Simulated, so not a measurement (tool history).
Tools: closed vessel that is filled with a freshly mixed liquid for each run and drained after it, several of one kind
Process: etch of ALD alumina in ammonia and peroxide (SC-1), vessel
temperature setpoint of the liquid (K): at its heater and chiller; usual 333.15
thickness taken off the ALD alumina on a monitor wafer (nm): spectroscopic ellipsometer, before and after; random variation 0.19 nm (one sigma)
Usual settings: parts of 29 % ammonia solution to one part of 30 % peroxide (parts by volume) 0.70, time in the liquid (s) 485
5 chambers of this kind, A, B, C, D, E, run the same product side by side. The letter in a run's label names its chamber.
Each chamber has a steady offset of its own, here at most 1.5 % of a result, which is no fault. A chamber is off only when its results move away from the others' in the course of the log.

run	hour	temperature setpoint of the liquid (K)	parts of 29 % ammonia solution to one part of 30 % peroxide (parts by volume)	time in the liquid (s)	hours since the thermometer was replaced	hours since the ammonia flow meter was replaced	hours since the drum of ammonia solution was connected	read-back film thickness of the ALD alumina reference wafer, read on the same gauge (nm)	thickness taken off the ALD alumina on a monitor wafer (nm)
1D	6.2	333.15	0.70	485	351.1	153.4	440.6	60.007	38.951
2E	9.6	333.15	0.70	485	1290.6	800.8	335.4	60.026	39.448
3B	13.5	333.15	0.70	485	1550.4	198.8	45.0	60.027	39.687
4C	16.7	333.15	0.70	485	409.0	813.1	537.6	60.019	39.604
5A	20.2	333.15	0.70	485	388.8	1728.5	1019.6	60.024	39.804
6A	24.1	333.15	0.70	485	392.7	1732.4	1023.5	60.011	39.616
7B	29.3	333.15	0.70	485	1566.2	214.6	60.8	59.993	39.959
8D	35.4	333.15	0.70	485	380.3	182.6	469.8	59.982	39.108
9E	38.7	333.15	0.70	485	1319.7	829.9	364.5	60.023	39.679
# hour 39.4: chamber A: ammonia flow meter replaced
10C	42.8	333.15	0.70	485	435.1	839.2	563.7	60.000	39.644
11A	46.6	333.15	0.70	485	415.2	7.3	1046.0	60.009	39.585
12D	51.5	333.15	0.70	485	396.4	198.7	485.9	59.981	39.089
# hour 53.4: chamber A: new drum of ammonia solution connected
13E	57.4	333.15	0.70	485	1338.4	848.6	383.2	59.979	39.637
14C	63.4	333.15	0.70	485	455.7	859.8	584.3	59.979	39.462
15B	66.4	333.15	0.70	485	1603.3	251.7	97.9	60.001	40.159
16B	70.4	330.15	0.70	705	1607.3	255.7	101.9	60.028	49.199
17D	75.1	330.15	0.70	705	420.0	222.3	509.5	59.967	48.736
18C	80.4	330.15	0.70	705	472.7	876.8	601.3	59.977	49.031
19E	86.1	330.15	0.70	705	1367.1	877.3	411.9	60.025	49.249
20A	89.2	330.15	0.70	705	457.8	49.9	35.9	60.025	49.768
21B	95.5	333.15	0.70	485	1632.4	280.8	127.0	60.012	39.764
22C	101.8	333.15	0.70	485	494.1	898.2	622.7	60.015	39.842
# hour 105.7: chamber C: new drum of ammonia solution connected
23D	106.8	333.15	0.70	485	451.7	254.0	541.2	59.997	39.202
24A	113.1	333.15	0.70	240	481.7	73.8	59.8	59.990	19.850
# hour 114.0: chamber E: thermometer replaced
25E	118.1	333.15	0.70	240	4.1	909.3	443.9	59.980	19.595
26B	123.2	333.15	0.70	240	1660.1	308.5	154.7	59.977	19.647
27E	127.0	333.15	0.70	240	13.0	918.2	452.8	60.021	19.443
28A	132.1	333.15	0.70	240	500.7	92.8	78.8	60.041	19.946
29D	137.7	333.15	0.70	485	482.6	284.9	572.1	59.974	39.430
30C	140.7	333.15	0.70	485	533.0	937.1	35.1	59.982	39.864
31B	144.7	333.15	0.70	485	1681.6	330.0	176.2	60.005	40.069
32A	149.9	333.15	0.70	485	518.5	110.6	96.6	60.008	41.080

Next, every chamber runs the same settings. What will each give?
33A	154.5	333.15	0.45	485					?
33B	154.5	333.15	0.45	485					?
33C	154.5	333.15	0.45	485					?
33D	154.5	333.15	0.45	485					?
33E	154.5	333.15	0.45	485					?

run	thickness taken off the ALD alumina on a monitor wafer (nm)
33A	39.230
33B	38.192
33C	38.041
33D	37.120
33E	37.700
